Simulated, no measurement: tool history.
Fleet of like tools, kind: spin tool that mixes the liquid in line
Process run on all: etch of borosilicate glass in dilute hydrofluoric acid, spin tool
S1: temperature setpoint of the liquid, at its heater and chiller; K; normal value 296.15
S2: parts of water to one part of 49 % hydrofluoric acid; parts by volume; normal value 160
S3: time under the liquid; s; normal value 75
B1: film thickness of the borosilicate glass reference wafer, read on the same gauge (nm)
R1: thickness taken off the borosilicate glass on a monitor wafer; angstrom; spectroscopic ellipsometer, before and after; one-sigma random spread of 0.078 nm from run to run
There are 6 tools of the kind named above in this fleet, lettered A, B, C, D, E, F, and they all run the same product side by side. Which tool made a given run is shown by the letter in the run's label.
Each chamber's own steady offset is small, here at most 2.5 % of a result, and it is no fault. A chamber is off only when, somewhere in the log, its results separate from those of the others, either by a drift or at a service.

run	hour	S1	S2	S3	B1	R1
1F	6.2	296.15	160	75	29.997	138.86
2D	10.4	296.15	160	75	29.981	136.98
3C	17.4	296.15	160	75	29.995	137.82
4B	24.4	296.15	160	75	29.993	136.97
5E	33.2	292.65	160	55	30.001	89.427
6A	40.7	292.65	160	55	30.008	90.193
7B	45.4	292.65	160	55	29.983	87.214
8C	52.6	292.65	160	55	29.997	89.168
9A	58	292.65	160	55	30.002	89.777
10D	62.4	292.65	160	55	30.009	88.202
11E	72.1	296.15	160	75	29.991	138.26
12F	77.7	296.15	160	75	30.009	137.2
13F	87	296.15	160	75	30.006	138.83
14A	96.4	296.15	160	75	30.01	141.45
15B	106	296.15	160	75	29.995	135.87
16E	111.3	296.15	160	75	30.031	137.68
17D	118.6	296.15	160	75	29.996	137.88
18C	123.8	296.15	160	75	30.011	138.72
# hour 125: chamber F: thermometer replaced
19D	130.2	296.15	160	75	30.004	138.08
20F	135.8	296.15	160	75	29.983	138.02
21B	141.5	296.15	160	75	29.994	137.92
22A	150.8	296.15	160	75	30.011	141.12
23C	159.9	296.15	160	75	29.977	139
# hour 163.4: chamber B: thermometer replaced
24E	167.4	296.15	160	75	29.99	135.65
25B	174.5	296.15	160	75	30.007	135.89
26D	179.4	296.15	160	75	29.989	137.5
27E	187.5	296.15	160	75	30.002	134.8
28A	191.9	296.15	235	50	29.992	59.761
29F	196.3	296.15	235	50	30.005	57.838
30C	202	296.15	235	50	30.006	58.59
31B	208.9	296.15	235	50	29.99	57.538
32E	213.3	296.15	235	50	29.993	55.582
33F	222.7	296.15	235	50	30.008	57.954
34A	230.7	296.15	160	75	30.015	141.02
# hour 235.6: chamber D: thermometer replaced
35C	239.4	296.15	160	75	30.008	138.01
36D	246.2	296.15	160	75	30.007	137.39
37E	252.2	296.15	160	75	29.99	131.21
38D	260	296.15	160	75	29.984	137.27
39B	269	296.15	160	75	30.014	137.04
40C	273.9	296.15	160	75	29.987	138.26
41F	280.3	298.15	195	75	30.001	117.39

Next, all 6 chambers run the settings below, one line each with question marks for the results. What does each chamber give?
42A	287.2	300.15	160	75		?
42B	287.2	300.15	160	75		?
42C	287.2	300.15	160	75		?
42D	287.2	300.15	160	75		?
42E	287.2	300.15	160	75		?
42F	287.2	300.15	160	75		?

run	R1
42A	162.95
42B	157.22
42C	161.1
42D	160.33
42E	152.61
42F	160.45
